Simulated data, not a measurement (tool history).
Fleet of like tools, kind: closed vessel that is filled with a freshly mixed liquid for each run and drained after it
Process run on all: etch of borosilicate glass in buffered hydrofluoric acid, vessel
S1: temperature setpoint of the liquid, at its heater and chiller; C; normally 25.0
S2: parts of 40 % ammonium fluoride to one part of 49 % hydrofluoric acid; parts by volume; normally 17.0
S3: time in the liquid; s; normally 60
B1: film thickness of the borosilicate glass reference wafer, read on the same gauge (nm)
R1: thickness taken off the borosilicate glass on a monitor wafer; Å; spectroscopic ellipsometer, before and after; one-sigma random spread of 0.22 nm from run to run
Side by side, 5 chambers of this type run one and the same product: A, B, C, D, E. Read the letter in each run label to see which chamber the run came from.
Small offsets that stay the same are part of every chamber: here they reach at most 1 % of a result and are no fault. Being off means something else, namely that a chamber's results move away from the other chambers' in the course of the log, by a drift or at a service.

run	hour	S1	S2	S3	B1	R1
1A	10.9	25.0	17.0	60	129.98	473.98
2B	23.5	25.0	17.0	60	130.02	473.06
3D	29.9	25.0	17.0	60	129.99	474.42
4E	36.8	25.0	17.0	60	129.99	471.15
5C	45.7	25.0	17.0	60	129.99	472.55
6E	55.3	25.0	17.0	60	130.02	467.74
7D	67.1	25.0	17.0	60	130.01	473.42
8B	74.4	25.0	17.0	60	129.96	470.62
9A	86.0	25.0	17.0	60	129.99	469.33
10C	94.4	25.0	17.0	60	130.00	470.81
# hour 96.2: chamber D: thermometer replaced
11A	100.2	25.0	17.0	60	129.96	471.68
12B	108.1	25.0	11.0	60	129.99	719.01
13E	119.8	25.0	11.0	60	129.98	733.74
14C	133.1	25.0	11.0	60	130.00	716.08
15D	143.7	25.0	11.0	60	129.99	720.55
16D	149.5	25.0	11.0	60	129.98	724.54
17B	162.0	29.0	10.5	60	130.01	923.68
# hour 163.0: chamber B: thermometer replaced
18E	169.5	29.0	10.5	60	130.01	970.99
19A	176.1	29.0	10.5	60	130.05	938.48
# hour 177.5: chamber B: hydrofluoric acid flow meter replaced
20C	184.3	29.0	10.5	60	129.99	930.51
21B	193.4	29.0	10.5	60	130.00	923.34
22C	203.6	25.0	17.0	60	130.00	465.41
23E	214.8	25.0	17.0	60	130.02	487.03
24A	227.2	25.0	17.0	60	129.99	472.99
25D	236.6	25.0	17.0	60	130.00	469.27
26D	246.3	25.0	17.0	60	129.99	473.46
27A	256.5	25.0	17.0	60	129.96	473.51
28C	268.8	25.0	17.0	60	130.00	466.45
29E	281.1	25.0	17.0	60	129.98	489.90
30B	289.0	25.0	17.0	30	130.03	235.13
31B	298.4	25.0	17.0	30	130.01	235.80
32C	305.7	25.0	17.0	30	129.97	234.97
33D	313.6	25.0	17.0	30	129.98	237.43
34E	323.7	25.0	17.0	30	130.02	247.28
35A	331.5	25.0	17.0	60	129.99	471.48

Read the log: is a single chamber off, either drifting away or since a service, is the gauge that measures every chamber drifting, or is nothing wrong beyond small per-chamber offsets? Name any odd chamber and what most likely caused it.

Little by little, chamber E moves away from the other chambers.
Cause: hydrofluoric acid flow above the setpoint (%) = 6.38.
The log might look much the same if the cause were instead: liquid hotter than its thermometer reads (K).

Here are 4 candidates for chamber E's next run, each the usual settings with a change, their results left as question marks. Which one brings its results back in line with what the others give on the usual settings?
Maximum distance from the other chambers' mean on the usual settings for a result to count as in line: R1 7.90 Å
36E-1	341.1	24.5	17.0	60		?
36E-2	341.1	25.5	17.0	60		?
36E-3	341.1	24.5	17.5	60		?
36E-4	341.1	25.5	16.5	60		?

The other chambers' mean on the usual settings: R1 471.34 Å
run	R1
36E-1	483.88
36E-2	510.42
36E-3	470.02
36E-4	525.93
36E-3 brings the chamber back in line.
